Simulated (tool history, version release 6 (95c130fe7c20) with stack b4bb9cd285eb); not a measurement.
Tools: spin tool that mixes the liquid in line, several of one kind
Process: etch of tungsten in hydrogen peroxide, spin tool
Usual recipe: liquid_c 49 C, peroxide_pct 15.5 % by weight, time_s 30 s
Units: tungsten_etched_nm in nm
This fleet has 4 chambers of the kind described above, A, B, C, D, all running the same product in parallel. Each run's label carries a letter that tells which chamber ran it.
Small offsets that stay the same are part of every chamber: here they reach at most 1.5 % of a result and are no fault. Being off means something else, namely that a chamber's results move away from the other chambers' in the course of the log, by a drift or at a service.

| run | day | liquid_c | peroxide_pct | time_s | read-back film thickness of the tungsten reference wafer, read on the same gauge (nm) | tungsten_etched_nm |
|---|---|---|---|---|---|---|
|  | 0.238 | chamber A: thermometer replaced |
| 1B | 0.525 | 49 | 15.5 | 30 | 120.01 | 27.509 |
| 2A | 0.996 | 49 | 15.5 | 30 | 120.02 | 28.077 |
| 3D | 1.592 | 49 | 15.5 | 30 | 120.02 | 28.214 |
| 4C | 2.092 | 49 | 15.5 | 30 | 120 | 27.553 |
| 5D | 2.408 | 49 | 15.5 | 30 | 120.05 | 27.909 |
| 6C | 2.842 | 49 | 15.5 | 30 | 119.97 | 27.497 |
| 7A | 3.433 | 49 | 15.5 | 30 | 120.01 | 28.207 |
| 8B | 3.708 | 49 | 15.5 | 30 | 120.04 | 27.838 |
| 9D | 4.254 | 49 | 15.5 | 30 | 119.98 | 28.39 |
| 10B | 4.804 | 57.5 | 17.5 | 30 | 120.04 | 48.978 |
| 11C | 5.383 | 57.5 | 17.5 | 30 | 119.96 | 48.867 |
| 12A | 5.875 | 57.5 | 17.5 | 30 | 120.02 | 48.981 |
| 13A | 6.475 | 57.5 | 17.5 | 30 | 120.04 | 48.635 |
| 14C | 6.788 | 49 | 15.5 | 30 | 119.95 | 27.177 |
| 15D | 7.371 | 49 | 15.5 | 30 | 119.96 | 28.148 |
| 16B | 7.95 | 49 | 15.5 | 30 | 119.98 | 27.912 |
|  | 8.262 | chamber C: peroxide flow meter replaced |
| 17B | 8.325 | 49 | 15.5 | 30 | 120.01 | 27.542 |
| 18C | 8.796 | 49 | 15.5 | 30 | 119.95 | 27.528 |
| 19D | 9.254 | 49 | 15.5 | 30 | 120.02 | 28.042 |
| 20A | 9.817 | 49 | 15.5 | 30 | 119.99 | 27.548 |
| 21C | 10.242 | 49 | 15.5 | 30 | 119.97 | 27.572 |
| 22A | 10.575 | 49 | 15.5 | 30 | 119.97 | 27.516 |
| 23B | 11.058 | 49 | 15.5 | 30 | 119.97 | 28.012 |
|  | 11.246 | chamber D: new drum of peroxide connected |
| 24D | 11.633 | 49 | 15.5 | 30 | 119.97 | 28.182 |
| 25D | 12.1 | 49 | 15.5 | 30 | 120 | 28.077 |
| 26C | 12.592 | 49 | 12.5 | 40 | 119.97 | 32.743 |
| 27A | 13.192 | 49 | 12.5 | 40 | 120.01 | 31.82 |
| 28B | 13.562 | 49 | 12.5 | 40 | 120.01 | 32.834 |
| 29A | 14.062 | 49 | 12.5 | 40 | 119.98 | 31.982 |
| 30D | 14.333 | 49 | 15.5 | 30 | 120.02 | 28.108 |
| 31C | 14.638 | 49 | 15.5 | 30 | 119.94 | 27.326 |
| 32B | 15.021 | 49 | 15.5 | 30 | 120 | 27.8 |
|  | 15.188 | chamber A: peroxide flow meter replaced |
| 33D | 15.512 | 49 | 15.5 | 30 | 120.01 | 28.183 |
| 34A | 16.004 | 49 | 15.5 | 30 | 119.97 | 26.239 |
| 35C | 16.554 | 58 | 19 | 30 | 119.97 | 52.08 |
| 36B | 16.85 | 58 | 19 | 30 | 119.97 | 52.198 |
| 37C | 17.283 | 58 | 19 | 30 | 120.01 | 52.404 |
| 38D | 17.725 | 58 | 19 | 30 | 119.99 | 53.073 |
| 39B | 18.012 | 49 | 15.5 | 30 | 120 | 27.846 |
| 40A | 18.533 | 49 | 15.5 | 30 | 120 | 26.38 |
| 41A | 18.862 | 49 | 15.5 | 30 | 119.94 | 25.96 |
| 42C | 19.212 | 49 | 17.5 | 30 | 119.98 | 29.315 |
| 43D | 19.675 | 49 | 17.5 | 30 | 119.97 | 30.128 |
| 44B | 20.096 | 49 | 17.5 | 30 | 120.01 | 29.49 |

One chamber off, gauge drift, or nothing amiss beyond the chambers' own small offsets? If it is a chamber, which one, and what is the likeliest cause?

Little by little, chamber A moves away from the other chambers.
What lies behind it: temperature lost on the way to the wafer (K) = 1.42.
With only this log, it may be confused with: liquid colder than its thermometer reads (K).

Below are 4 candidate recipes for chamber A's next run, each the usual settings with a change, their results shown as question marks. Which of them brings A's results back in line with what the other chambers give on the usual settings?
In-line tolerance around the mean of the other chambers on the usual settings: tungsten_etched_nm 0.63 nm
| 45A-1 | 20.529 | 49 | 18 | 30 |  | ? |
| 45A-2 | 20.529 | 49 | 13 | 30 |  | ? |
| 45A-3 | 20.529 | 49.5 | 15.5 | 30 |  | ? |
| 45A-4 | 20.529 | 48.5 | 15.5 | 30 |  | ? |

On the usual settings, the other chambers give on average: tungsten_etched_nm 27.78 nm
| run | tungsten_etched_nm |
|---|---|
| 45A-1 | 27.752 |
| 45A-2 | 23.628 |
| 45A-3 | 26.567 |
| 45A-4 | 24.984 |
The right change is 45A-1: it brings the chamber back within the allowed miss of the others.

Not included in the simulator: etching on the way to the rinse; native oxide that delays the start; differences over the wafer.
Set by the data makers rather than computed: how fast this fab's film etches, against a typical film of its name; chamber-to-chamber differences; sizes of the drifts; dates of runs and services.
